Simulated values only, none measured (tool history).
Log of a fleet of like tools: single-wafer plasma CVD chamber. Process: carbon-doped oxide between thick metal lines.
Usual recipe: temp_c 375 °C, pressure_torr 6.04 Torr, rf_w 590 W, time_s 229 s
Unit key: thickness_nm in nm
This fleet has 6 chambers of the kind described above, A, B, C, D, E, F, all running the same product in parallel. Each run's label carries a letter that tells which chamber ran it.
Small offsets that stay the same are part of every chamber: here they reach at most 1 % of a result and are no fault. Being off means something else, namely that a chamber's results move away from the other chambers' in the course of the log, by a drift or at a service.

| run | hour | temp_c | pressure_torr | rf_w | time_s | read-back reference wafer on the same gauge, thickness_nm | thickness_nm |
|---|---|---|---|---|---|---|---|
| 1A | 11.4 | 375 | 6.04 | 590 | 229 | 1050 | 1233.7 |
|  | 16.7 | chamber D: RF generator calibrated |
| 2D | 22.4 | 375 | 6.04 | 590 | 229 | 1049.4 | 1227.2 |
| 3B | 28.7 | 375 | 6.04 | 590 | 229 | 1049.6 | 1237.3 |
| 4E | 38.4 | 375 | 6.04 | 590 | 229 | 1049.1 | 1248 |
| 5C | 49.1 | 375 | 6.04 | 590 | 229 | 1049.1 | 1246.6 |
| 6F | 55 | 375 | 6.04 | 590 | 229 | 1049 | 1228.7 |
| 7B | 64.1 | 375 | 6.04 | 590 | 229 | 1049 | 1235.1 |
| 8E | 70 | 375 | 6.04 | 590 | 229 | 1049.3 | 1244.3 |
| 9F | 81.3 | 375 | 6.04 | 590 | 229 | 1048.8 | 1225.5 |
|  | 86.1 | chamber E: RF generator calibrated |
| 10C | 90.7 | 380 | 6.04 | 590 | 229 | 1048 | 1230.1 |
| 11D | 97.5 | 380 | 6.04 | 590 | 229 | 1048.4 | 1215.7 |
| 12A | 107.6 | 380 | 6.04 | 590 | 229 | 1048.3 | 1218.7 |
| 13F | 119.4 | 380 | 6.04 | 590 | 229 | 1048.2 | 1213.9 |
| 14A | 130.3 | 380 | 6.04 | 590 | 229 | 1047.9 | 1219.8 |
| 15C | 137.4 | 380 | 6.04 | 590 | 229 | 1047.9 | 1231 |
| 16D | 147.7 | 375 | 6.04 | 590 | 229 | 1047.6 | 1226.6 |
| 17E | 153.5 | 375 | 6.04 | 590 | 229 | 1047.4 | 1242.5 |
| 18B | 160.4 | 375 | 6.04 | 590 | 229 | 1047.7 | 1232.7 |
| 19F | 165.8 | 375 | 6.04 | 690 | 229 | 1047.1 | 1345.1 |
| 20C | 177.5 | 375 | 6.04 | 690 | 229 | 1047.5 | 1363.4 |
| 21B | 188.6 | 375 | 6.04 | 690 | 229 | 1046.8 | 1351.1 |
| 22A | 199 | 375 | 6.04 | 690 | 229 | 1046.4 | 1346.1 |
| 23E | 204.8 | 375 | 6.04 | 690 | 229 | 1046.8 | 1361.3 |
| 24D | 211.3 | 375 | 6.04 | 690 | 229 | 1046.1 | 1346.1 |
| 25B | 221.4 | 375 | 6.04 | 590 | 229 | 1046.5 | 1231.9 |
| 26C | 228.6 | 375 | 6.04 | 700 | 258 | 1046.4 | 1548.6 |
| 27D | 240 | 375 | 6.04 | 700 | 258 | 1046.2 | 1521.5 |
|  | 249.3 | chamber C: capacitance manometer re-zeroed and calibrated |
| 28E | 250.6 | 375 | 6.04 | 700 | 258 | 1046.6 | 1544 |
| 29F | 261.4 | 375 | 6.04 | 700 | 258 | 1046.2 | 1524.6 |
|  | 262.7 | chamber D: thermocouple changed; heater temperature recalibrated |
|  | 263.2 | chamber A: thermocouple changed; heater temperature recalibrated |
| 30A | 268.4 | 375 | 6.04 | 700 | 258 | 1045.7 | 1531.9 |
| 31E | 274.6 | 375 | 6.04 | 700 | 258 | 1046.1 | 1540.8 |
| 32F | 281.9 | 375 | 6.04 | 590 | 229 | 1045.3 | 1224.5 |
| 33D | 291.5 | 375 | 4.91 | 665 | 229 | 1045.1 | 1275.8 |
| 34A | 298.2 | 375 | 4.91 | 665 | 229 | 1045.4 | 1284.1 |
|  | 300.1 | chamber B: RF generator calibrated |
| 35B | 309.7 | 375 | 4.91 | 665 | 229 | 1045 | 1284.5 |
| 36C | 320.4 | 375 | 4.91 | 665 | 229 | 1044.7 | 1295.2 |
| 37A | 329.7 | 375 | 4.91 | 665 | 229 | 1044.7 | 1279.5 |
| 38E | 340.9 | 375 | 4.91 | 665 | 229 | 1044.3 | 1293.3 |
| 39D | 348.1 | 375 | 6.04 | 590 | 229 | 1044.6 | 1221.6 |
| 40C | 355.4 | 375 | 6.04 | 590 | 229 | 1044.2 | 1238.6 |
| 41B | 364.7 | 375 | 6.04 | 590 | 229 | 1044.2 | 1230.5 |
| 42F | 373.5 | 375 | 6.04 | 590 | 229 | 1044.1 | 1222.1 |
| 43A | 378.9 | 380 | 6.04 | 590 | 229 | 1043.8 | 1214.3 |

The same settings go to every chamber for the next run, one line per chamber below. Forecast the results for each:
| 44A | 387.4 | 375 | 6.04 | 675 | 229 |  | ? |
| 44B | 387.4 | 375 | 6.04 | 675 | 229 |  | ? |
| 44C | 387.4 | 375 | 6.04 | 675 | 229 |  | ? |
| 44D | 387.4 | 375 | 6.04 | 675 | 229 |  | ? |
| 44E | 387.4 | 375 | 6.04 | 675 | 229 |  | ? |
| 44F | 387.4 | 375 | 6.04 | 675 | 229 |  | ? |

| run | thickness_nm |
|---|---|
| 44A | 1328.7 |
| 44B | 1327.7 |
| 44C | 1342.3 |
| 44D | 1323.7 |
| 44E | 1341.9 |
| 44F | 1322.3 |
